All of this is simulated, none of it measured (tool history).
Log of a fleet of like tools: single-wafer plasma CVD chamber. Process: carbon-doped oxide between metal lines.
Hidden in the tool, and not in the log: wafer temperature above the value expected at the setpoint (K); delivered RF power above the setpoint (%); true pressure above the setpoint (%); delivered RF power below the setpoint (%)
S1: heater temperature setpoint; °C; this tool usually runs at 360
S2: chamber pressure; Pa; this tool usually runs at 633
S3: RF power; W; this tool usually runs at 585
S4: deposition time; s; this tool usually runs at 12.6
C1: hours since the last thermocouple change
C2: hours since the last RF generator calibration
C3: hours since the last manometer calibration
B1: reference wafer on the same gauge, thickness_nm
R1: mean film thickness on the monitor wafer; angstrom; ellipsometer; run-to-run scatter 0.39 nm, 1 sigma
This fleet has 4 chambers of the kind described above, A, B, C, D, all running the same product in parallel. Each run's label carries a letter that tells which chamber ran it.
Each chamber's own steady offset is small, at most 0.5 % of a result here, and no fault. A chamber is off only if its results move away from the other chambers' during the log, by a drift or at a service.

| run | hour | S1 | S2 | S3 | S4 | C1 | C2 | C3 | B1 | R1 |
|---|---|---|---|---|---|---|---|---|---|---|
| 1D | 7.4 | 360 | 633 | 585 | 12.6 | 1276.2 | 653.5 | 200.1 | 63.185 | 686.28 |
|  | 8.4 | chamber B: RF generator calibrated |
| 2B | 14.7 | 360 | 633 | 585 | 12.6 | 1949.6 | 6.4 | 1794.8 | 63.146 | 696.24 |
| 3A | 20.1 | 360 | 633 | 585 | 12.6 | 719.8 | 310 | 1402.1 | 63.193 | 702.94 |
| 4C | 26.6 | 360 | 633 | 585 | 12.6 | 1353.3 | 762.4 | 751.9 | 63.194 | 690.09 |
| 5D | 32.4 | 360 | 633 | 585 | 12.6 | 1301.2 | 678.5 | 225.1 | 63.241 | 690.94 |
| 6C | 39.6 | 360 | 633 | 585 | 12.6 | 1366.3 | 775.4 | 764.9 | 63.193 | 686.53 |
| 7B | 47.1 | 360 | 633 | 585 | 12.6 | 1982 | 38.8 | 1827.2 | 63.232 | 695.2 |
| 8A | 54.2 | 360 | 633 | 585 | 12.6 | 753.9 | 344.1 | 1436.2 | 63.122 | 707.71 |
| 9C | 60 | 360 | 633 | 585 | 12.6 | 1386.7 | 795.8 | 785.3 | 63.187 | 696.19 |
| 10D | 64.4 | 360 | 633 | 585 | 12.6 | 1333.2 | 710.5 | 257.1 | 63.239 | 695.57 |
| 11A | 70.2 | 360 | 633 | 585 | 12.6 | 769.9 | 360.1 | 1452.2 | 63.131 | 701.3 |
| 12B | 73.8 | 360 | 633 | 585 | 12.6 | 2008.7 | 65.5 | 1853.9 | 63.265 | 689.19 |
| 13D | 79.7 | 360 | 633 | 585 | 12.6 | 1348.5 | 725.8 | 272.4 | 63.337 | 693.16 |
| 14C | 87.3 | 360 | 633 | 585 | 12.6 | 1414 | 823.1 | 812.6 | 63.274 | 686.83 |
| 15A | 90.7 | 360 | 633 | 585 | 12.6 | 790.4 | 380.6 | 1472.7 | 63.161 | 707.52 |
| 16B | 98.2 | 360 | 633 | 585 | 12.6 | 2033.1 | 89.9 | 1878.3 | 63.187 | 691.14 |
| 17C | 105.3 | 360 | 633 | 585 | 12.6 | 1432 | 841.1 | 830.6 | 63.203 | 687.92 |
| 18B | 111.4 | 360 | 633 | 585 | 12.6 | 2046.3 | 103.1 | 1891.5 | 63.225 | 693.89 |
| 19D | 117.6 | 360 | 633 | 585 | 12.6 | 1386.4 | 763.7 | 310.3 | 63.184 | 691.58 |
| 20A | 121.7 | 360 | 633 | 585 | 12.6 | 821.4 | 411.6 | 1503.7 | 63.18 | 696.19 |
| 21D | 126.4 | 360 | 633 | 585 | 12.6 | 1395.2 | 772.5 | 319.1 | 63.247 | 690.91 |
| 22A | 131 | 360 | 633 | 585 | 12.6 | 830.7 | 420.9 | 1513 | 63.143 | 694.27 |
| 23C | 135 | 360 | 633 | 585 | 12.6 | 1461.7 | 870.8 | 860.3 | 63.178 | 678.5 |
| 24B | 138.5 | 360 | 633 | 585 | 12.6 | 2073.4 | 130.2 | 1918.6 | 63.24 | 692.46 |
| 25C | 144 | 364 | 633 | 700 | 12.6 | 1470.7 | 879.8 | 869.3 | 63.119 | 752.62 |
| 26A | 148 | 364 | 633 | 700 | 12.6 | 847.7 | 437.9 | 1530 | 63.188 | 771.4 |
| 27D | 151.8 | 364 | 633 | 700 | 12.6 | 1420.6 | 797.9 | 344.5 | 63.222 | 769.86 |
| 28B | 156.9 | 364 | 633 | 700 | 12.6 | 2091.8 | 148.6 | 1937 | 63.179 | 763.25 |
| 29B | 161.8 | 367 | 633 | 480 | 12.6 | 2096.7 | 153.5 | 1941.9 | 63.203 | 606.28 |
| 30A | 169.3 | 367 | 633 | 480 | 12.6 | 869 | 459.2 | 1551.3 | 63.267 | 613.6 |
| 31D | 173.4 | 367 | 633 | 480 | 12.6 | 1442.2 | 819.5 | 366.1 | 63.241 | 609.17 |
| 32C | 178.6 | 367 | 633 | 480 | 12.6 | 1505.3 | 914.4 | 903.9 | 63.227 | 587.64 |
| 33C | 184.7 | 360 | 633 | 585 | 12.6 | 1511.4 | 920.5 | 910 | 63.163 | 674.6 |
| 34B | 191.3 | 360 | 633 | 585 | 12.6 | 2126.2 | 183 | 1971.4 | 63.123 | 693.19 |
| 35D | 198.5 | 360 | 633 | 585 | 12.6 | 1467.3 | 844.6 | 391.2 | 63.055 | 697.98 |
| 36A | 202.3 | 360 | 633 | 585 | 12.6 | 902 | 492.2 | 1584.3 | 63.306 | 705.95 |
| 37A | 208.9 | 360 | 633 | 585 | 12.6 | 908.6 | 498.8 | 1590.9 | 63.186 | 702.26 |
| 38C | 214.7 | 360 | 633 | 585 | 12.6 | 1541.4 | 950.5 | 940 | 63.069 | 667.53 |
| 39D | 220.7 | 360 | 633 | 585 | 12.6 | 1489.5 | 866.8 | 413.4 | 63.139 | 692.94 |
| 40B | 226.1 | 360 | 633 | 585 | 12.6 | 2161 | 217.8 | 2006.2 | 63.216 | 693.93 |
| 41B | 229.6 | 360 | 545 | 585 | 12.6 | 2164.5 | 221.3 | 2009.7 | 63.273 | 679.05 |
| 42D | 233.2 | 360 | 545 | 585 | 12.6 | 1502 | 879.3 | 425.9 | 63.186 | 678.68 |
| 43A | 238.9 | 360 | 545 | 585 | 12.6 | 938.6 | 528.8 | 1620.9 | 63.209 | 690.25 |
| 44C | 245.2 | 360 | 545 | 585 | 12.6 | 1571.9 | 981 | 970.5 | 63.201 | 642.84 |

The same settings go to every chamber for the next run, one line per chamber below. Forecast the results for each:
| 45A | 250.7 | 360 | 633 | 585 | 12.6 |  |  |  |  | ? |
| 45B | 250.7 | 360 | 633 | 585 | 12.6 |  |  |  |  | ? |
| 45C | 250.7 | 360 | 633 | 585 | 12.6 |  |  |  |  | ? |
| 45D | 250.7 | 360 | 633 | 585 | 12.6 |  |  |  |  | ? |

| run | R1 |
|---|---|
| 45A | 700.61 |
| 45B | 693.46 |
| 45C | 656.6 |
| 45D | 692.76 |
